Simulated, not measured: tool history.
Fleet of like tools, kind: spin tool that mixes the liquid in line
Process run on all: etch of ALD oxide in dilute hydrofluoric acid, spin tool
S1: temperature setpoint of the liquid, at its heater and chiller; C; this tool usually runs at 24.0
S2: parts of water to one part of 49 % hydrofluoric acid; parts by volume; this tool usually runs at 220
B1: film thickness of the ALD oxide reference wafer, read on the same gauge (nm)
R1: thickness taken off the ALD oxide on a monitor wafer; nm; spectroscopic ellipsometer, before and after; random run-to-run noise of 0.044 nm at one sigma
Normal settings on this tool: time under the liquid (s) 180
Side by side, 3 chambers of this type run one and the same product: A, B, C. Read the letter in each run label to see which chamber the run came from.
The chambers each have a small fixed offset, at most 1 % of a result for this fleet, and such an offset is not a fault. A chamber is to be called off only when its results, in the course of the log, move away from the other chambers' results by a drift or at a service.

Run 1A, hour 13.0: usual settings; B1 90.016. Result: R1 7.9490 nm.
Run 2B, hour 19.9: usual settings; B1 90.061. Result: R1 7.8107 nm.
Run 3C, hour 30.1: usual settings; B1 90.029. Result: R1 7.8422 nm.
Run 4B, hour 40.2: usual settings; B1 90.016. Result: R1 7.8751 nm.
Run 5A, hour 53.1: usual settings; B1 89.955. Result: R1 7.8970 nm.
At hour 63.4: chamber C: thermometer replaced.
Run 6C, hour 66.5: usual settings; B1 89.974. Result: R1 7.8657 nm.
Run 7A, hour 73.7: usual settings; B1 90.014. Result: R1 7.8730 nm.
Run 8B, hour 82.1: usual settings; B1 90.016. Result: R1 7.8599 nm.
Run 9C, hour 93.6: usual settings; B1 90.011. Result: R1 7.8012 nm.
Run 10B, hour 100.3: usual settings but S2 265 parts by volume; B1 90.011. Result: R1 6.1975 nm.
Run 11C, hour 111.5: usual settings but S2 265 parts by volume; B1 90.040. Result: R1 6.2102 nm.
Run 12A, hour 126.0: usual settings but S2 265 parts by volume; B1 89.968. Result: R1 6.2826 nm.
Run 13B, hour 137.6: usual settings; B1 89.994. Result: R1 7.8928 nm.
Run 14A, hour 148.9: usual settings; B1 89.974. Result: R1 7.8761 nm.
Run 15C, hour 163.0: usual settings; B1 89.981. Result: R1 7.7652 nm.
Run 16C, hour 174.6: usual settings; B1 90.018. Result: R1 7.7964 nm.
Run 17A, hour 185.7: usual settings but S1 27.5 C; B1 90.037. Result: R1 8.9488 nm.
Run 18B, hour 199.9: usual settings but S1 27.5 C; B1 90.038. Result: R1 9.0321 nm.
Run 19A, hour 211.8: usual settings but S1 27.5 C; B1 89.997. Result: R1 8.8931 nm.
Run 20B, hour 221.2: usual settings; B1 89.966. Result: R1 7.8328 nm.
Run 21C, hour 235.1: usual settings but S1 25.5 C; B1 90.034. Result: R1 8.3196 nm.
Run 22B, hour 245.9: usual settings but S1 25.5 C; B1 90.007. Result: R1 8.2994 nm.

For the next run the whole fleet of 3 chambers uses the same settings. Give each chamber's results:
Run 23A, hour 256.8: usual settings. Result: R1 ?.
Run 23B, hour 256.8: usual settings. Result: R1 ?.
Run 23C, hour 256.8: usual settings. Result: R1 ?.

run      R1
23A  7.8314
23B  7.8159
23C  7.8158
